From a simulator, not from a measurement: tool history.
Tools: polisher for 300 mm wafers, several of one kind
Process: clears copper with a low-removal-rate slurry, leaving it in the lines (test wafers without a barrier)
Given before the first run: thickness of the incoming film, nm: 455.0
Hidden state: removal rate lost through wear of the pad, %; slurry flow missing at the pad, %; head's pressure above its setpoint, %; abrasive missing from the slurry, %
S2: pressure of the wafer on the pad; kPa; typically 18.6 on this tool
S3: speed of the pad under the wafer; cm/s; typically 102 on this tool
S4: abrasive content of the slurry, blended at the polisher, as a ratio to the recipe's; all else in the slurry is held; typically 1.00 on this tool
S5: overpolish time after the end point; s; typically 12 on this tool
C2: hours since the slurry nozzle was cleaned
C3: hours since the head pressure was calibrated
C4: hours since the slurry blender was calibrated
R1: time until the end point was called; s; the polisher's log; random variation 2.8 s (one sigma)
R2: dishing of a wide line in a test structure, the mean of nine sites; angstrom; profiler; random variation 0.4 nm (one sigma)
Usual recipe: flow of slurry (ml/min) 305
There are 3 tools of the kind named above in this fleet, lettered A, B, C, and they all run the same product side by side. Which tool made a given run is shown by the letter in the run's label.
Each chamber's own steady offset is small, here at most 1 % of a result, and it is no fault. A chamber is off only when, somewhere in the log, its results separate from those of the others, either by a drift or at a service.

Run 1B, day 0.225: usual settings; wafers polished on this pad 539; C2 145.4; C3 103.4; C4 174.8. Result: R1 139.02 s, R2 290.25 angstrom.
Run 2A, day 0.558: usual settings; wafers polished on this pad 286; C2 573.1; C3 40.5; C4 139.2. Result: R1 142.60 s, R2 285.64 angstrom.
Run 3C, day 0.712: usual settings; wafers polished on this pad 275; C2 591.2; C3 365.4; C4 100.1. Result: R1 143.77 s, R2 299.29 angstrom.
Run 4A, day 0.938: usual settings; wafers polished on this pad 353; C2 582.2; C3 49.6; C4 148.3. Result: R1 142.70 s, R2 283.52 angstrom.
At day 0.992: chamber B: worn pad replaced by a new one.
Run 5B, day 1.150: usual settings; wafers polished on this pad 28; C2 167.6; C3 125.6; C4 197.0. Result: R1 144.74 s, R2 289.60 angstrom.
Run 6C, day 1.312: usual settings; wafers polished on this pad 381; C2 605.6; C3 379.8; C4 114.5. Result: R1 140.07 s, R2 281.10 angstrom.
Run 7C, day 1.550: usual settings but S2 12.4 kPa; wafers polished on this pad 423; C2 611.3; C3 385.5; C4 120.2. Result: R1 201.09 s, R2 196.50 angstrom.
Run 8A, day 1.817: usual settings but S2 12.4 kPa; wafers polished on this pad 508; C2 603.3; C3 70.7; C4 169.4. Result: R1 205.76 s, R2 194.01 angstrom.
At day 2.125: chamber A: slurry blender recalibrated.
Run 9B, day 2.138: usual settings but S2 12.4 kPa; wafers polished on this pad 202; C2 191.3; C3 149.3; C4 220.7. Result: R1 209.07 s, R2 194.63 angstrom.
At day 2.362: chamber C: slurry blender recalibrated.
Run 10B, day 2.471: usual settings; wafers polished on this pad 261; C2 199.3; C3 157.3; C4 228.7. Result: R1 141.95 s, R2 292.81 angstrom.
Run 11A, day 2.688: usual settings but S3 128 cm/s, S4 0.85; wafers polished on this pad 661; C2 624.2; C3 91.6; C4 13.5. Result: R1 116.67 s, R2 341.53 angstrom.
Run 12C, day 2.838: usual settings but S3 128 cm/s, S4 0.85; wafers polished on this pad 650; C2 642.2; C3 416.4; C4 11.4. Result: R1 117.70 s, R2 342.56 angstrom.
Run 13A, day 3.071: usual settings but S3 128 cm/s, S4 0.85; wafers polished on this pad 729; C2 633.4; C3 100.8; C4 22.7. Result: R1 115.26 s, R2 333.42 angstrom.
Run 14C, day 3.367: usual settings; wafers polished on this pad 743; C2 654.9; C3 429.1; C4 24.1. Result: R1 141.74 s, R2 285.79 angstrom.
Run 15B, day 3.683: usual settings but S2 24.1 kPa; wafers polished on this pad 475; C2 228.4; C3 186.4; C4 257.8. Result: R1 108.01 s, R2 365.34 angstrom.
Run 16A, day 4.017: usual settings but S2 24.1 kPa; wafers polished on this pad 896; C2 656.1; C3 123.5; C4 45.4. Result: R1 108.94 s, R2 355.44 angstrom.
At day 4.042: chamber C: worn pad replaced by a new one.
Run 17B, day 4.346: usual settings but S2 24.1 kPa; wafers polished on this pad 591; C2 244.3; C3 202.3; C4 273.7. Result: R1 105.55 s, R2 365.47 angstrom.
At day 4.429: chamber A: worn pad replaced by a new one.
Run 18C, day 4.525: usual settings but flow of slurry (ml/min) 400, S4 1.25; wafers polished on this pad 85; C2 682.7; C3 456.9; C4 51.9. Result: R1 131.69 s, R2 309.98 angstrom.
Run 19B, day 4.771: usual settings but flow of slurry (ml/min) 400, S4 1.25; wafers polished on this pad 666; C2 254.5; C3 212.5; C4 283.9. Result: R1 131.84 s, R2 302.77 angstrom.
Run 20C, day 5.000: usual settings but flow of slurry (ml/min) 400, S4 1.25; wafers polished on this pad 169; C2 694.1; C3 468.3; C4 63.3. Result: R1 128.25 s, R2 314.32 angstrom.
At day 5.021: chamber B: worn pad replaced by a new one.
Run 21A, day 5.300: usual settings; wafers polished on this pad 153; C2 686.9; C3 154.3; C4 76.2. Result: R1 143.89 s, R2 284.74 angstrom.
Run 22B, day 5.546: usual settings; wafers polished on this pad 93; C2 273.1; C3 231.1; C4 302.5. Result: R1 136.52 s, R2 280.61 angstrom.
Run 23C, day 5.783: usual settings; wafers polished on this pad 307; C2 712.9; C3 487.1; C4 82.1. Result: R1 140.21 s, R2 298.30 angstrom.
Run 24A, day 6.012: usual settings; wafers polished on this pad 279; C2 704.0; C3 171.4; C4 93.3. Result: R1 144.17 s, R2 294.01 angstrom.
Run 25B, day 6.167: usual settings but S5 14 s; wafers polished on this pad 202; C2 288.0; C3 246.0; C4 317.4. Result: R1 135.28 s, R2 322.54 angstrom.
Run 26A, day 6.471: usual settings but S5 14 s; wafers polished on this pad 360; C2 715.0; C3 182.4; C4 104.3. Result: R1 136.65 s, R2 321.67 angstrom.
Run 27C, day 6.700: usual settings but S5 14 s; wafers polished on this pad 469; C2 734.9; C3 509.1; C4 104.1. Result: R1 138.80 s, R2 331.96 angstrom.
At day 6.821: chamber A: slurry nozzle cleaned.
Run 28C, day 7.017: usual settings; wafers polished on this pad 525; C2 742.5; C3 516.7; C4 111.7. Result: R1 141.24 s, R2 296.84 angstrom.
Run 29A, day 7.317: usual settings; wafers polished on this pad 509; C2 11.9; C3 202.7; C4 124.6. Result: R1 136.50 s, R2 284.20 angstrom.

Is one chamber off against the others, does the gauge drift, or is nothing wrong? If a chamber is off, say which, and what the likeliest cause is.

No chamber stands off beyond its own small offset, and the gauge holds steady.
